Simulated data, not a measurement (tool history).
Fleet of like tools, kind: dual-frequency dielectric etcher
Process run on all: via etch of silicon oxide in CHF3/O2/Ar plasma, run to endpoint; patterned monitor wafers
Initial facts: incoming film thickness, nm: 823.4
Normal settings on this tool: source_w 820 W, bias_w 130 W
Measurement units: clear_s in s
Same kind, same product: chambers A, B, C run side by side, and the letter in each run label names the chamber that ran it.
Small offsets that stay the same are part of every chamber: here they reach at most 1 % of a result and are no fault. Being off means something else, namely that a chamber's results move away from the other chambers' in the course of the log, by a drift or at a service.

run	day	source_w	bias_w	hours since the last wet clean	hours since the last source power generator calibration	hours since the last bias power generator calibration	clear_s
1A	0.492	820	130	407.7	44.3	540.8	407.97
# day 0.792: chamber C: wet clean of the chamber
2C	0.933	820	130	3.5	2387.7	3381.8	408.41
3B	1.333	820	130	534.1	491.8	1546.4	412.97
# day 1.396: chamber B: wet clean of the chamber
4A	1.842	820	130	440.1	76.7	573.2	409.06
5B	2.167	820	130	18.5	511.8	1566.4	413.84
6C	2.671	820	130	45.2	2429.4	3423.5	407.12
7A	3.171	820	130	472.0	108.6	605.1	405.10
# day 3.538: chamber A: wet clean of the chamber
8B	3.625	820	130	53.5	546.8	1601.4	408.83
9C	3.875	820	130	74.1	2458.3	3452.4	407.28
# day 4.171: chamber C: source power generator calibrated
10C	4.292	820	130	84.1	2.9	3462.4	405.84
11B	4.538	820	130	75.4	568.7	1623.3	410.87
12A	4.817	820	130	30.7	148.1	644.6	427.17
13C	5.058	820	130	102.5	21.3	3480.8	411.27
14B	5.429	820	130	96.8	590.1	1644.7	411.27
15A	5.679	820	114	51.4	168.8	665.3	441.92
16A	6.046	820	114	60.2	177.6	674.1	440.70
17C	6.546	820	114	138.2	57.0	3516.5	424.77
18B	7.062	820	130	136.0	629.3	1683.9	412.39
19C	7.288	820	130	156.0	74.8	3534.3	408.31
20B	7.796	820	130	153.6	646.9	1701.5	410.47
21A	8.304	820	130	114.4	231.8	728.3	427.04
22C	8.750	820	130	191.1	109.9	3569.4	408.81

All 3 chambers run these settings next. Forecast each chamber's results:
23A	9.121	680	130				?
23B	9.121	680	130				?
23C	9.121	680	130				?

run	clear_s
23A	458.96
23B	443.39
23C	437.62
